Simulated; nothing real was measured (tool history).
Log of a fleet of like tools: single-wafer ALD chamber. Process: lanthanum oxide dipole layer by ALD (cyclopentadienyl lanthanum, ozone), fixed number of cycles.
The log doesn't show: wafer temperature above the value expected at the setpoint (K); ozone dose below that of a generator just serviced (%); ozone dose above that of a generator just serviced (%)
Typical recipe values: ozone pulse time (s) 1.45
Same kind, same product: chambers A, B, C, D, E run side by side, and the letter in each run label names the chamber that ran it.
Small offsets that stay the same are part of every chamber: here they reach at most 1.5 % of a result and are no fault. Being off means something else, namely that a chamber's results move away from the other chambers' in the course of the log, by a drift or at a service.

run	day	ozone pulse time (s)	hours since the last thermocouple change	hours since the last ozone generator service	read-back reference wafer on the same gauge, thickness_nm	mean film thickness on the monitor wafer (Å)
1D	0.25	1.45	340.8	738.9	0.50694	5.4805
2B	0.608	1.45	1122.5	289.2	0.50767	5.4066
3E	0.938	1.45	1400.6	379.1	0.50695	5.4697
4C	1.325	1.45	1736.1	85.7	0.50705	5.4108
5A	1.733	1.98	813.6	309.2	0.50649	5.6893
6B	1.983	1.98	1155.5	322.2	0.50654	5.6426
7A	2.312	1.98	827.5	323.1	0.50708	5.6651
8D	2.588	1.98	396.9	795	0.50687	5.6648
9C	2.871	1.98	1773.2	122.8	0.50682	5.6462
10E	3.158	1.45	1453.9	432.4	0.50627	5.4901
11B	3.438	1.45	1190.4	357.1	0.50667	5.4329
12E	3.704	1.82	1467	445.5	0.50702	5.6702
13D	4.042	1.82	431.8	829.9	0.50614	5.6339
14C	4.383	1.82	1809.5	159.1	0.50647	5.5896
15A	4.704	1.82	884.9	380.5	0.50709	5.6204
16E	5	1.82	1498.1	476.6	0.50683	5.6744
17C	5.242	1.45	1830.1	179.7	0.50737	5.4361
18A	5.429	1.45	902.3	397.9	0.50718	5.4559
19B	5.85	1.98	1248.3	415	0.50734	5.671
20D	6.154	1.98	482.5	880.6	0.50706	5.6565
21D	6.55	1.98	492	890.1	0.50664	5.6724
# day 6.762: chamber B: thermocouple changed; heater temperature recalibrated
22A	6.812	1.98	935.5	431.1	0.50687	5.7096
23B	7.138	1.98	9	445.9	0.50756	5.5769
24E	7.504	1.45	1558.2	536.7	0.50698	5.4889
25C	7.804	1.45	1891.6	241.2	0.50728	5.4281
26C	8.188	1.45	1900.8	250.4	0.5071	5.3572
27A	8.375	1.45	973	468.6	0.50614	5.4414
28B	8.608	1.45	44.3	481.2	0.50663	5.4226
29E	8.8	1.45	1589.3	567.8	0.50692	5.5289
# day 9.046: chamber E: ozone generator serviced
30D	9.129	1.45	553.9	952	0.50739	5.4463
31D	9.55	1.45	564	962.1	0.5072	5.5023
32A	9.779	1.45	1006.7	502.3	0.50764	5.4689
33E	10.183	1.45	1622.5	27.3	0.50714	5.4321
34B	10.596	1.45	92	528.9	0.50635	5.3726

Decide between three cases: one chamber stands off from its peers, the gauge reading all wafers drifts, or nothing is wrong past each chamber's small offset. Where a chamber is off, say which and what most likely put it there.

All chambers stay in line apart from their small fixed offsets, and the gauge does not drift.

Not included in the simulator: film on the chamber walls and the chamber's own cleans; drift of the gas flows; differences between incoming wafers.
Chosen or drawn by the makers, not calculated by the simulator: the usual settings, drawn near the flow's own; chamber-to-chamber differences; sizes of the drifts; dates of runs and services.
